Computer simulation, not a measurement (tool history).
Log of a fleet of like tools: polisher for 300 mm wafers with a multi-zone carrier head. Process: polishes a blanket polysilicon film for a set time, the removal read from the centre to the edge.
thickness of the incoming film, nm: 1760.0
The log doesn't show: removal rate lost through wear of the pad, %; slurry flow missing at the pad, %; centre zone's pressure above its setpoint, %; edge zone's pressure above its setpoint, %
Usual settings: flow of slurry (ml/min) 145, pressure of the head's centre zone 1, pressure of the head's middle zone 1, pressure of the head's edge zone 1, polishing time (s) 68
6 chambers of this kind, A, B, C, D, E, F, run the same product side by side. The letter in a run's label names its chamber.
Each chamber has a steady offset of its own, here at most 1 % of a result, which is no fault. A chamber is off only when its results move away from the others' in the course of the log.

run   hour  flow of slurry (ml/min)  pressure of the head's centre zone  pressure of the head's middle zone  pressure of the head's edge zone  polishing time (s)  wafers polished on this pad  hours since the slurry nozzle was cleaned  hours since the centre zone pressure was calibrated  hours since the edge zone pressure was calibrated  film removed at the wafer's centre (angstrom)  film removed at mid-radius (angstrom)  film removed at the wafer's edge (angstrom)
 1C   16.2                      145                                   1                                   1                                 1                  68                         1130                                      150.1                                                328.5                                                414                                         2878.2                                 2836.1                                       2830.4
      24.6  -- chamber B: slurry nozzle cleaned
 2B   26.1                      145                                   1                                   1                                 1                  68                         1138                                        1.5                                                942.9                                              275.6                                         2765.2                                 2811.1                                       2818.4
 3F   33.8                      145                                   1                                   1                                 1                  68                          516                                      803.7                                                669.5                                              243.8                                         2839.5                                 2883.7                                         2779
      46.3  -- chamber B: worn pad replaced by a new one
      48.3  -- chamber E: worn pad replaced by a new one
 4D   49.5                      145                                   1                                   1                                 1                  68                         1583                                      164.3                                                232.6                                              548.5                                           2774                                 2777.6                                         2733
        50  -- chamber C: worn pad replaced by a new one
      53.9  -- chamber D: worn pad replaced by a new one
      55.7  -- chamber A: centre zone pressure recalibrated
      65.2  -- chamber F: slurry nozzle cleaned
 5E   66.1                      180                                   1                                   1                                 1                  68                          258                                      260.5                                                291.8                                              509.1                                         2974.8                                 2910.6                                       2870.5
      80.8  -- chamber A: worn pad replaced by a new one
 6A   81.7                      180                                   1                                   1                                 1                  68                           13                                      468.1                                                 26.1                                               87.9                                         3023.6                                 2956.5                                       2902.9
 7B     90                      180                                   1                                   1                                 1                  68                          634                                       65.4                                               1006.8                                              339.5                                         2897.8                                 2949.1                                         2950
     100.6  -- chamber F: worn pad replaced by a new one
 8E  103.7                      180                                   1                                   1                                 1                  68                          804                                      298.1                                                329.4                                              546.7                                         2942.5                                 2965.8                                       2917.3
 9A  115.3                      180                                   1                                   1                                 1                  68                          501                                      501.7                                                 59.7                                              121.5                                         2941.1                                   2941                                       2911.8
10D  123.8                      180                                   1                                   1                                 1                  68                         1014                                      238.6                                                306.9                                              622.8                                         2928.1                                 2860.2                                       2867.1
11F  133.9                      145                                   1                                   1                                 1                  68                          484                                       68.7                                                769.6                                              343.9                                         2769.4                                 2762.1                                       2787.4
     137.2  -- chamber E: worn pad replaced by a new one
     138.6  -- chamber B: centre zone pressure recalibrated
     140.3  -- chamber D: slurry nozzle cleaned
     140.6  -- chamber C: worn pad replaced by a new one
12C  141.5                      145                                   1                                   1                                 1                  68                           13                                      275.4                                                453.8                                              539.3                                         2846.3                                   2881                                       2862.3
     145.1  -- chamber B: worn pad replaced by a new one
     146.6  -- chamber F: centre zone pressure recalibrated
     153.7  -- chamber D: worn pad replaced by a new one
13D  156.9                      145                                   1                                   1                                 1                  68                           47                                       16.6                                                  340                                              655.9                                         2834.9                                 2845.3                                       2818.9
     165.4  -- chamber E: slurry nozzle cleaned
14A  168.1                      145                                   1                                   1                                 1                  68                         1267                                      554.5                                                112.5                                              174.3                                         2779.1                                 2841.8                                       2868.6
15E  176.4                      145                                   1                                   1                                 1                  68                          570                                       11.1                                                402.1                                              619.4                                         2883.7                                 2910.4                                       2871.4
     182.6  -- chamber A: worn pad replaced by a new one
     183.6  -- chamber F: worn pad replaced by a new one
16B  186.5                      145                                   1                                   1                                 1                  68                          601                                      161.9                                                 47.9                                                436                                         2745.8                                   2793                                       2832.9
17C  194.8                      145                                   1                                   1                                 1                  68                          787                                      328.7                                                507.1                                              592.6                                         2871.4                                 2781.7                                       2813.3
18F  206.7                      145                                1.07                                0.96                                 1                  68                          336                                      141.5                                                 60.2                                              416.7                                         3048.8                                 2640.9                                       2797.4
19C  216.3                      145                                1.07                                0.96                                 1                  68                         1099                                      350.2                                                528.6                                              614.1                                         3106.6                                 2752.8                                       2840.1
       225  -- chamber E: worn pad replaced by a new one
20D  230.2                      145                                1.07                                0.96                                 1                  68                         1111                                       89.9                                                413.3                                              729.2                                         2942.4                                 2716.2                                       2788.6
     237.1  -- chamber C: worn pad replaced by a new one
     241.8  -- chamber B: worn pad replaced by a new one
21E  245.3                      145                                1.07                                0.96                                 1                  68                          295                                         80                                                  471                                              688.3                                         3199.7                                 2802.6                                       2839.3
22F  258.2                      145                                1.07                                0.96                                 1                  68                         1084                                        193                                                111.7                                              468.2                                           2977                                 2712.8                                       2761.1
     260.3  -- chamber A: worn pad replaced by a new one
     265.7  -- chamber D: worn pad replaced by a new one
23B  266.1                      145                                1.07                                0.96                                 1                  68                          352                                      241.5                                                127.5                                              515.6                                         2980.9                                 2758.8                                       2770.6
24A  274.6                      145                                   1                                   1                                 1                  68                          207                                        661                                                  219                                              280.8                                         2813.5                                 2923.3                                       2824.5
     279.5  -- chamber F: worn pad replaced by a new one
25E  287.5                      145                                   1                                   1                                 1                  68                          908                                      122.2                                                513.2                                              730.5                                         3011.1                                 2781.6                                       2849.5
26D  296.5                      145                                   1                                   1                                 1                  68                          447                                      156.2                                                479.6                                              795.5                                         2782.2                                 2835.5                                       2737.7
27A    306                      145                                   1                                   1                                 1                  68                          663                                      692.4                                                250.4                                              312.2                                         2826.9                                 2883.9                                       2806.9
     317.9  -- chamber E: worn pad replaced by a new one
     322.2  -- chamber B: worn pad replaced by a new one
28C  322.4                      145                                   1                                   1                                 1                  68                         1239                                      456.3                                                634.7                                              720.2                                         2963.2                                 2779.4                                       2864.5
29F  330.5                      145                                   1                                   1                                 1                  68                          740                                      265.3                                                  184                                              540.5                                         2882.4                                 2877.2                                       2749.5
30B  340.2                      145                                   1                                   1                                 1                  68                          261                                      315.6                                                201.6                                              589.7                                         2807.2                                 2900.6                                       2847.7
     340.7  -- chamber C: worn pad replaced by a new one
     350.3  -- chamber D: worn pad replaced by a new one
     350.9  -- chamber A: worn pad replaced by a new one
31B  352.8                      145                                   1                                   1                                 1                  68                          444                                      328.2                                                214.2                                              602.3                                         2789.1                                 2899.8                                       2842.7
32F  361.8                      145                                   1                                   1                                 1                  68                         1195                                      296.6                                                215.3                                              571.8                                         2808.6                                 2818.1                                       2799.8
     364.2  -- chamber F: worn pad replaced by a new one
33D  369.5                      145                                0.88                                   1                              0.91                  68                          278                                      229.2                                                552.6                                              868.5                                         2424.4                                 2854.2                                       2673.8
     371.2  -- chamber F: edge zone pressure recalibrated
34E  384.7                      145                                0.88                                   1                              0.91                  68                          970                                      219.4                                                610.4                                              827.7                                         2691.2                                   2861                                       2686.9
35A  393.1                      145                                0.88                                   1                              0.91                  68                          613                                      779.5                                                337.5                                              399.3                                         2427.5                                 2847.3                                       2706.3
     398.1  -- chamber E: worn pad replaced by a new one
36C  406.5                      145                                0.88                                   1                              0.91                  68                          955                                      540.4                                                718.8                                              804.3                                         2516.1                                 2821.6                                       2684.2
37C    422                      145                                0.88                                   1                              0.91                  68                         1180                                      555.9                                                734.3                                              819.8                                         2478.3                                   2869                                       2709.9
38F  438.1                      145                                0.88                                   1                              0.91                  68                         1073                                      372.9                                                291.6                                                 67                                         2391.6                                   2805                                       2651.5
39A  446.7                      145                                   1                                   1                                 1                  68                         1391                                      833.1                                                391.1                                              452.9                                         2854.1                                 2817.4                                       2847.1
40E  455.8                      145                                   1                                   1                                 1                  68                          838                                      290.5                                                681.5                                              898.8                                         3212.6                                 2811.8                                       2844.4

Is one chamber off against the others, does the gauge drift, or is nothing wrong? If a chamber is off, say which, and what the likeliest cause is.

Chamber E drifts away from the others.
Cause: centre zone's pressure above its setpoint, % = 11.4.

Here are 4 candidates for chamber E's next run, each the usual settings with a change, their results left as question marks. Which one brings its results back in line with what the others give on the usual settings?
In line means no further than this from the other chambers' mean on the usual settings: film removed at the wafer's centre (angstrom) 150; film removed at mid-radius (angstrom) 140; film removed at the wafer's edge (angstrom) 97
41E-1  467.8                      150                                1.08                                0.99                              0.97                  69                                                                                                                                                                                                                              ?                                      ?                                            ?
41E-2  467.8                      160                                1.15                                0.97                              0.94                  70                                                                                                                                                                                                                              ?                                      ?                                            ?
41E-3  467.8                      135                                0.86                                1.02                              1.05                  67                                                                                                                                                                                                                              ?                                      ?                                            ?
41E-4  467.8                      140                                0.92                                1.01                              1.03                  67                                                                                                                                                                                                                              ?                                      ?                                            ?

The other chambers' mean on the usual settings: film removed at the wafer's centre (angstrom) 2817.2; film removed at mid-radius (angstrom) 2822; film removed at the wafer's edge (angstrom) 2814.2
  run  film removed at the wafer's centre (angstrom)  film removed at mid-radius (angstrom)  film removed at the wafer's edge (angstrom)
41E-1                                         3466.3                                 2895.7                                       2852.2
41E-2                                         3809.5                                 2915.8                                       2873.2
41E-3                                         2574.5                                 2834.1                                       2841.5
41E-4                                         2792.4                                 2828.5                                       2828.4
41E-4 brings the chamber back in line.
